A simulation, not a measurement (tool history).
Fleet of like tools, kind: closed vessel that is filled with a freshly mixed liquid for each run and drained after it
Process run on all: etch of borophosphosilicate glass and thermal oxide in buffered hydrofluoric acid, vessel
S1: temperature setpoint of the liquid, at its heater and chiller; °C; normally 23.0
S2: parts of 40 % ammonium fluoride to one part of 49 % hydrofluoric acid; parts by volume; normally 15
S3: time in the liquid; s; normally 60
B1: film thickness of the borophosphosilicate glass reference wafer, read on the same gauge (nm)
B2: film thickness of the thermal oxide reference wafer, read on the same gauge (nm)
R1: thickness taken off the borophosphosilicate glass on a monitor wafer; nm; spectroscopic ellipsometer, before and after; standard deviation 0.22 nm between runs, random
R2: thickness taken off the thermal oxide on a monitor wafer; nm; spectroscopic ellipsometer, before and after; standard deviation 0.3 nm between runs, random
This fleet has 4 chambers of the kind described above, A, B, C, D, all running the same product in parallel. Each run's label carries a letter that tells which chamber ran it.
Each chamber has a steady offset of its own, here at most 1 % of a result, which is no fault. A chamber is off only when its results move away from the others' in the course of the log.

run,hour,S1,S2,S3,B1,B2,R1,R2
1A,3.3,23.0,15,60,39.996,109.98,52.843,44.845
2D,6.6,23.0,15,60,39.990,109.99,52.892,44.874
3C,10.2,23.0,15,60,40.012,110.03,53.022,44.746
4B,16.2,23.0,15,60,39.992,109.99,52.463,44.911
5C,19.7,23.0,15,60,40.011,109.99,53.506,44.796
6D,24.9,23.0,15,60,40.011,109.96,53.153,44.671
7A,31.1,23.0,15,60,39.979,109.99,53.000,44.949
8B,36.2,23.0,15,60,39.988,110.00,52.884,44.841
9B,41.5,23.0,15,60,40.009,110.02,52.710,45.808
10C,47.9,23.0,15,60,39.981,109.98,53.518,45.084
11D,51.5,23.0,15,60,39.993,109.99,53.172,44.614
12A,56.7,23.0,15,60,40.019,110.02,53.549,44.870
13D,60.6,23.0,15,60,40.023,109.99,53.605,44.339
14B,64.9,23.0,15,60,39.992,110.00,52.766,45.329
15A,70.8,23.0,15,60,39.976,110.00,53.138,44.986
16C,75.5,23.0,15,60,39.992,110.00,53.567,44.990
17A,81.6,23.0,15,60,40.039,109.99,53.241,44.750
18D,84.7,23.0,15,60,39.994,110.01,53.041,44.784
19C,89.3,23.0,15,60,39.981,110.01,52.901,44.568
20B,94.6,23.0,15,60,40.039,110.03,52.775,44.884
21B,98.8,23.0,15,60,40.003,109.98,52.643,44.692
22C,105.8,23.0,15,60,39.990,110.01,53.484,45.103
# hour 110.6: chamber D: thermometer replaced
23A,112.2,23.0,15,60,39.981,109.96,52.435,44.218
24D,119.1,23.0,15,60,40.001,110.02,52.824,44.936
# hour 121.1: chamber D: hydrofluoric acid flow meter replaced
25C,123.6,23.0,15,60,40.016,109.99,53.722,44.556
26D,130.2,23.0,15,60,39.987,110.01,52.963,45.194
27B,133.6,23.0,15,60,39.991,110.01,52.951,45.212
28A,137.7,23.0,15,60,39.970,110.00,51.513,43.839
29D,144.3,23.0,15,60,39.997,110.00,52.880,45.422
30A,149.3,23.0,15,60,40.011,110.01,51.500,43.728
31C,153.6,20.0,15,60,39.994,109.96,45.373,38.093
32B,158.7,20.0,15,60,39.996,110.00,44.553,38.509
33C,162.8,20.0,15,60,40.001,109.99,45.289,37.945
34A,167.4,20.0,15,60,39.964,110.00,43.559,36.541
35B,172.2,23.0,15,60,39.987,110.03,52.708,45.563
36D,178.9,23.0,15,60,40.007,109.99,53.166,44.503
37B,184.9,23.0,15,60,40.029,110.00,52.777,45.187
38A,191.9,19.5,15,60,40.017,110.03,41.674,35.222

All chambers now run identical settings, listed one chamber a line with results as question marks. What results will each chamber show?
39A,197.1,23.0,15,60,,,?,?
39B,197.1,23.0,15,60,,,?,?
39C,197.1,23.0,15,60,,,?,?
39D,197.1,23.0,15,60,,,?,?

run,R1,R2
39A,50.190,42.653
39B,52.776,45.122
39C,53.450,44.698
39D,53.001,44.875
